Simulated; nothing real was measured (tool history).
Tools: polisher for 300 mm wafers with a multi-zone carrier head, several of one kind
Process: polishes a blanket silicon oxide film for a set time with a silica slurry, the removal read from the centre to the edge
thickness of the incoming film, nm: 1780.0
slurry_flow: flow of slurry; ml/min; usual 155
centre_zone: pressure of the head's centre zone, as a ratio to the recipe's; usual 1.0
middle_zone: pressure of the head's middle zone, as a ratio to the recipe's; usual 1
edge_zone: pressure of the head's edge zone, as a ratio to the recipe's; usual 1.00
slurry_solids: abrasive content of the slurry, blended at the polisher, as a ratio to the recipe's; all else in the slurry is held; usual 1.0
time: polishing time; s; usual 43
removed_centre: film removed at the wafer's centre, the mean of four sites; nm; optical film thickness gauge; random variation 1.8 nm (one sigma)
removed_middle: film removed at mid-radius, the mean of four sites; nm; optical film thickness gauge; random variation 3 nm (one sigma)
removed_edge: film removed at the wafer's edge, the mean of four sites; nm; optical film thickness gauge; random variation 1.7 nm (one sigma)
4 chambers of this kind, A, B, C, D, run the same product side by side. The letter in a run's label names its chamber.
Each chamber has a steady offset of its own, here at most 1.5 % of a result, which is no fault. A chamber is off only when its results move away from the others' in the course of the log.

| run | day | slurry_flow | centre_zone | middle_zone | edge_zone | slurry_solids | time | removed_centre | removed_middle | removed_edge |
|---|---|---|---|---|---|---|---|---|---|---|
|  | 0.129 | chamber A: worn pad replaced by a new one |
|  | 0.396 | chamber B: worn pad replaced by a new one |
| 1B | 0.404 | 155 | 1.0 | 1 | 1.00 | 1.0 | 43 | 201.43 | 197.73 | 201.43 |
| 2C | 0.758 | 155 | 1.0 | 1 | 1.00 | 1.0 | 43 | 201.78 | 200.77 | 198.57 |
| 3A | 1.183 | 155 | 1.0 | 1 | 1.00 | 1.0 | 43 | 198.33 | 199.27 | 202.19 |
| 4D | 1.579 | 155 | 1.0 | 1 | 1.00 | 1.0 | 43 | 198.92 | 192.80 | 200.75 |
|  | 1.725 | chamber D: worn pad replaced by a new one |
| 5C | 1.971 | 155 | 1.0 | 1 | 1.00 | 1.0 | 43 | 200.51 | 196.17 | 200.12 |
| 6D | 2.404 | 155 | 1.0 | 1 | 1.00 | 1.0 | 43 | 198.80 | 196.08 | 197.74 |
|  | 2.625 | chamber B: worn pad replaced by a new one |
| 7B | 2.696 | 155 | 1.0 | 1 | 1.00 | 1.0 | 43 | 201.55 | 199.67 | 199.26 |
|  | 2.758 | chamber C: slurry nozzle cleaned |
| 8A | 2.992 | 155 | 1.0 | 1 | 1.00 | 1.0 | 43 | 198.23 | 203.03 | 200.93 |
| 9D | 3.321 | 155 | 1.0 | 1 | 0.93 | 1.0 | 43 | 201.50 | 201.73 | 190.05 |
| 10B | 3.917 | 155 | 1.0 | 1 | 0.93 | 1.0 | 43 | 195.91 | 204.64 | 190.32 |
|  | 4.179 | chamber A: worn pad replaced by a new one |
| 11C | 4.342 | 155 | 1.0 | 1 | 0.93 | 1.0 | 43 | 196.75 | 198.42 | 188.63 |
|  | 4.579 | chamber B: worn pad replaced by a new one |
| 12A | 4.833 | 155 | 1.0 | 1 | 0.93 | 1.0 | 43 | 200.65 | 201.92 | 195.84 |
|  | 4.925 | chamber A: slurry nozzle cleaned |
| 13B | 5.362 | 155 | 1.0 | 1 | 1.00 | 1.0 | 43 | 199.51 | 203.25 | 199.43 |
| 14C | 5.808 | 155 | 1.0 | 1 | 1.00 | 1.0 | 43 | 197.32 | 198.18 | 195.89 |
|  | 5.854 | chamber D: worn pad replaced by a new one |
|  | 6.279 | chamber B: edge zone pressure recalibrated |
| 15D | 6.346 | 155 | 1.0 | 1 | 1.00 | 1.0 | 43 | 200.56 | 199.57 | 202.22 |
|  | 6.629 | chamber B: worn pad replaced by a new one |
| 16A | 6.646 | 155 | 1.0 | 1 | 1.00 | 1.0 | 43 | 201.46 | 194.31 | 202.20 |
| 17D | 7.121 | 155 | 1.0 | 1 | 1.00 | 1.0 | 43 | 199.85 | 203.14 | 201.14 |
| 18B | 7.742 | 155 | 1.0 | 1 | 1.00 | 1.0 | 43 | 200.46 | 205.57 | 199.81 |
|  | 7.829 | chamber A: worn pad replaced by a new one |
| 19A | 8.025 | 155 | 1.0 | 1 | 0.89 | 0.9 | 43 | 191.24 | 188.64 | 180.95 |
| 20C | 8.479 | 155 | 1.0 | 1 | 0.89 | 0.9 | 43 | 181.90 | 181.21 | 169.83 |
| 21D | 8.796 | 155 | 1.0 | 1 | 0.89 | 0.9 | 43 | 192.31 | 192.45 | 180.73 |
|  | 8.912 | chamber B: worn pad replaced by a new one |
|  | 9.096 | chamber B: slurry nozzle cleaned |
| 22C | 9.217 | 155 | 1.0 | 1 | 0.89 | 0.9 | 43 | 186.66 | 180.85 | 172.37 |
| 23B | 9.558 | 155 | 1.0 | 1 | 1.00 | 1.0 | 43 | 200.79 | 207.60 | 200.02 |
|  | 9.667 | chamber D: edge zone pressure recalibrated |
|  | 10.000 | chamber D: worn pad replaced by a new one |
| 24A | 10.033 | 115 | 1.0 | 1 | 1.00 | 1.0 | 48 | 207.75 | 206.91 | 214.27 |
| 25D | 10.317 | 115 | 1.0 | 1 | 1.00 | 1.0 | 48 | 208.43 | 212.93 | 215.88 |

Next, every chamber runs the same settings. What will each give?
| 26A | 10.783 | 155 | 1.1 | 1 | 1.00 | 1.0 | 43 | ? | ? | ? |
| 26B | 10.783 | 155 | 1.1 | 1 | 1.00 | 1.0 | 43 | ? | ? | ? |
| 26C | 10.783 | 155 | 1.1 | 1 | 1.00 | 1.0 | 43 | ? | ? | ? |
| 26D | 10.783 | 155 | 1.1 | 1 | 1.00 | 1.0 | 43 | ? | ? | ? |

| run | removed_centre | removed_middle | removed_edge |
|---|---|---|---|
| 26A | 217.61 | 193.83 | 199.70 |
| 26B | 223.75 | 195.45 | 200.13 |
| 26C | 211.08 | 189.24 | 188.03 |
| 26D | 222.29 | 203.68 | 201.33 |

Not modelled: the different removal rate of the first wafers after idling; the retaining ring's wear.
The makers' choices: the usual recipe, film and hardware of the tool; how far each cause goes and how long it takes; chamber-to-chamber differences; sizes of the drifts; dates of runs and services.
